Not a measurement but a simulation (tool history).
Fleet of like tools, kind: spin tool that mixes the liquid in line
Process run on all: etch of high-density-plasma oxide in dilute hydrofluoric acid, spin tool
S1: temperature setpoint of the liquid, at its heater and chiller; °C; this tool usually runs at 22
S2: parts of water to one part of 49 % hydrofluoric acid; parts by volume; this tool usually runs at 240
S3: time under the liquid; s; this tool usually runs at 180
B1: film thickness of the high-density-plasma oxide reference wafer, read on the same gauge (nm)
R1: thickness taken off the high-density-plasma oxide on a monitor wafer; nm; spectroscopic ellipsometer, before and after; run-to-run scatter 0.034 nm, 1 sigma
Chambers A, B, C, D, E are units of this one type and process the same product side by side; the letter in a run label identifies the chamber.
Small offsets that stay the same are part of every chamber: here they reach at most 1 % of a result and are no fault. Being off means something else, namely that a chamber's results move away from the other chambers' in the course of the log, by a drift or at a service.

{"run": "1B", "day": 0.283, "S1": 22, "S2": 240, "S3": 180, "B1": 130.0, "R1": 3.4397}
{"run": "2D", "day": 0.438, "S1": 22, "S2": 240, "S3": 180, "B1": 129.99, "R1": 3.4118}
{"run": "3A", "day": 0.625, "S1": 22, "S2": 240, "S3": 180, "B1": 129.99, "R1": 3.2934}
{"run": "4E", "day": 0.85, "S1": 22, "S2": 240, "S3": 180, "B1": 129.99, "R1": 3.35}
{"run": "5C", "day": 1.121, "S1": 22, "S2": 290, "S3": 110, "B1": 130.01, "R1": 1.6006}
{"run": "6E", "day": 1.342, "S1": 22, "S2": 290, "S3": 110, "B1": 130.01, "R1": 1.6033}
{"run": "7A", "day": 1.533, "S1": 22, "S2": 290, "S3": 110, "B1": 129.99, "R1": 1.6321}
{"run": "8D", "day": 1.767, "S1": 22, "S2": 290, "S3": 110, "B1": 130.02, "R1": 1.6321}
{"run": "9C", "day": 1.942, "S1": 22, "S2": 290, "S3": 110, "B1": 130.0, "R1": 1.6216}
{"run": "10B", "day": 2.246, "S1": 22, "S2": 240, "S3": 180, "B1": 130.01, "R1": 3.4261}
{"run": "11A", "day": 2.438, "S1": 22, "S2": 240, "S3": 180, "B1": 130.01, "R1": 3.327}
{"run": "12E", "day": 2.646, "S1": 22, "S2": 240, "S3": 180, "B1": 129.99, "R1": 3.3859}
{"run": "13C", "day": 2.9, "S1": 22, "S2": 240, "S3": 180, "B1": 130.02, "R1": 3.3748}
{"run": "14B", "day": 3.138, "S1": 22, "S2": 240, "S3": 180, "B1": 130.0, "R1": 3.3461}
{"run": "15D", "day": 3.362, "S1": 22, "S2": 130, "S3": 180, "B1": 129.99, "R1": 7.0421}
{"run": "16A", "day": 3.617, "S1": 22, "S2": 130, "S3": 180, "B1": 129.99, "R1": 6.9041}
{"day": 3.8, "done": "chamber A: hydrofluoric acid flow meter replaced"}
{"run": "17C", "day": 3.821, "S1": 22, "S2": 130, "S3": 180, "B1": 129.98, "R1": 6.9866}
{"run": "18B", "day": 4.092, "S1": 22, "S2": 130, "S3": 180, "B1": 130.01, "R1": 6.8735}
{"run": "19D", "day": 4.321, "S1": 22, "S2": 130, "S3": 180, "B1": 130.01, "R1": 6.9664}
{"run": "20E", "day": 4.571, "S1": 24, "S2": 240, "S3": 110, "B1": 130.0, "R1": 2.2453}
{"run": "21D", "day": 4.754, "S1": 24, "S2": 240, "S3": 110, "B1": 130.02, "R1": 2.1913}
{"run": "22E", "day": 5.054, "S1": 24, "S2": 240, "S3": 110, "B1": 130.01, "R1": 2.1825}
{"run": "23C", "day": 5.233, "S1": 24, "S2": 240, "S3": 110, "B1": 130.0, "R1": 2.1759}
{"run": "24B", "day": 5.504, "S1": 24, "S2": 240, "S3": 110, "B1": 130.02, "R1": 2.2322}
{"run": "25A", "day": 5.771, "S1": 22, "S2": 240, "S3": 180, "B1": 130.0, "R1": 3.3661}
{"run": "26D", "day": 5.938, "S1": 22, "S2": 240, "S3": 180, "B1": 130.0, "R1": 3.3236}
{"run": "27E", "day": 6.121, "S1": 20, "S2": 290, "S3": 180, "B1": 129.99, "R1": 2.479}
{"day": 6.35, "done": "chamber A: thermometer replaced"}
{"run": "28A", "day": 6.417, "S1": 20, "S2": 290, "S3": 180, "B1": 130.0, "R1": 2.4783}
{"run": "29B", "day": 6.612, "S1": 20, "S2": 290, "S3": 180, "B1": 130.01, "R1": 2.5039}
{"run": "30C", "day": 6.858, "S1": 20, "S2": 290, "S3": 180, "B1": 130.01, "R1": 2.4287}
{"run": "31A", "day": 7.038, "S1": 20, "S2": 290, "S3": 180, "B1": 129.99, "R1": 2.4863}
{"run": "32E", "day": 7.279, "S1": 22, "S2": 240, "S3": 180, "B1": 129.98, "R1": 3.3948}
{"run": "33D", "day": 7.462, "S1": 22, "S2": 240, "S3": 180, "B1": 129.98, "R1": 3.3945}
{"run": "34C", "day": 7.612, "S1": 22, "S2": 240, "S3": 180, "B1": 130.01, "R1": 3.4371}
{"run": "35B", "day": 7.779, "S1": 22, "S2": 240, "S3": 180, "B1": 130.02, "R1": 3.3656}

Is one chamber off against the others, does the gauge drift, or is nothing wrong? If a chamber is off, say which, and what the likeliest cause is.

All chambers stay in line apart from their small fixed offsets, and the gauge does not drift.
